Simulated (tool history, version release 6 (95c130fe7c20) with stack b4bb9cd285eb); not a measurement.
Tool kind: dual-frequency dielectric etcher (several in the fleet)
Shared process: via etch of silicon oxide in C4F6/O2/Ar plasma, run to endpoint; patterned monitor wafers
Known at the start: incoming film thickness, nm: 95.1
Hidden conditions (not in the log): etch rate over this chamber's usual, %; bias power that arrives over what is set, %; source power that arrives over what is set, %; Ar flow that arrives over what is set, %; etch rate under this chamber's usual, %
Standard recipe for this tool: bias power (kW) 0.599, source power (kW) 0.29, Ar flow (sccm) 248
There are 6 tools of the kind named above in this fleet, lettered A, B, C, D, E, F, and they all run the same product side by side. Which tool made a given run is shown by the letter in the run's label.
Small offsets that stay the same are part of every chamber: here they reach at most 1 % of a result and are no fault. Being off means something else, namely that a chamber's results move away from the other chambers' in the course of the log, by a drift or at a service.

run,day,bias power (kW),source power (kW),Ar flow (sccm),hours since the last wet clean,hours since the last bias power generator calibration,hours since the last source power generator calibration,hours since the last Ar flow controller change,endpoint time (s)
1C,0.304,0.599,0.29,248,55.5,2766,2867.6,208.6,21.389
2A,0.621,0.599,0.29,248,98.7,4871.5,586.5,795.2,21.636
3D,0.888,0.599,0.29,248,362,1642.9,2033.9,1158.5,21.601
4F,1.15,0.599,0.29,248,383.3,1324.4,1470.7,3299.8,21.283
5B,1.442,0.599,0.29,248,191.6,767.8,2728,1524.3,21.539
6E,1.825,0.599,0.29,248,126.7,690.2,1828.2,3136.2,21.382
7C,2.204,0.599,0.29,248,101.1,2811.6,2913.2,254.2,21.419
8F,2.429,0.599,0.29,248,414,1355.1,1501.4,3330.5,21.294
9D,2.725,0.599,0.35,248,406.1,1687,2078,1202.6,20.125
10B,2.908,0.599,0.35,248,226.8,803,2763.2,1559.5,20.23
11A,3.088,0.599,0.35,248,157.9,4930.7,645.7,854.4,20.165
12E,3.275,0.599,0.35,248,161.5,725,1863,3171,20.108
13C,3.596,0.599,0.35,248,134.5,2845,2946.6,287.6,19.892
14D,3.879,0.599,0.35,248,433.8,1714.7,2105.7,1230.3,20.146
15F,4.125,0.599,0.29,248,454.7,1395.8,1542.1,3371.2,21.326
# day 4.312: chamber A: bias power generator calibrated
16E,4.333,0.599,0.29,248,186.9,750.4,1888.4,3196.4,21.466
17A,4.542,0.599,0.29,248,192.8,5.5,680.6,889.3,21.548
18B,4.821,0.599,0.29,248,272.7,848.9,2809.1,1605.4,21.832
19E,5.162,0.599,0.23,248,206.8,770.3,1908.3,3216.3,23.337
20A,5.5,0.599,0.23,248,215.8,28.5,703.6,912.3,23.318
21D,5.75,0.599,0.23,248,478.7,1759.6,2150.6,1275.2,23.295
22B,6.067,0.599,0.23,248,302.6,878.8,2839,1635.3,23.927
23C,6.275,0.599,0.23,248,198.8,2909.3,3010.9,351.9,23.406
24F,6.496,0.599,0.23,248,511.6,1452.7,1599,3428.1,23.234
25A,6.679,0.599,0.29,248,244.1,56.8,731.9,940.6,21.591
26F,7.017,0.599,0.29,248,524.1,1465.2,1611.5,3440.6,21.339
27E,7.358,0.462,0.29,248,259.5,823,1961,3269,23.645
28B,7.658,0.462,0.29,248,340.8,917,2877.2,1673.5,24.437
29D,7.833,0.462,0.29,248,528.7,1809.6,2200.6,1325.2,23.66
30C,8.204,0.462,0.29,248,245.1,2955.6,3057.2,398.2,23.475
31D,8.567,0.462,0.29,248,546.3,1827.2,2218.2,1342.8,23.769
32B,8.933,0.462,0.29,248,371.4,947.6,2907.8,1704.1,24.473
33F,9.188,0.599,0.29,248,576.2,1517.3,1663.6,3492.7,21.458
34E,9.571,0.599,0.31,248,312.6,876.1,2014.1,3322.1,21.059
35C,9.888,0.599,0.31,248,285.5,2996,3097.6,438.6,20.808
36A,10.167,0.599,0.31,248,327.8,140.5,815.6,1024.3,21.147
37C,10.55,0.599,0.31,248,301.4,3011.9,3113.5,454.5,20.75

Next, every chamber runs the same settings. What will each give?
38A,10.833,0.599,0.29,226,,,,,?
38B,10.833,0.599,0.29,226,,,,,?
38C,10.833,0.599,0.29,226,,,,,?
38D,10.833,0.599,0.29,226,,,,,?
38E,10.833,0.599,0.29,226,,,,,?
38F,10.833,0.599,0.29,226,,,,,?

run,endpoint time (s)
38A,21.323
38B,22.057
38C,21.137
38D,21.394
38E,21.37
38F,20.99

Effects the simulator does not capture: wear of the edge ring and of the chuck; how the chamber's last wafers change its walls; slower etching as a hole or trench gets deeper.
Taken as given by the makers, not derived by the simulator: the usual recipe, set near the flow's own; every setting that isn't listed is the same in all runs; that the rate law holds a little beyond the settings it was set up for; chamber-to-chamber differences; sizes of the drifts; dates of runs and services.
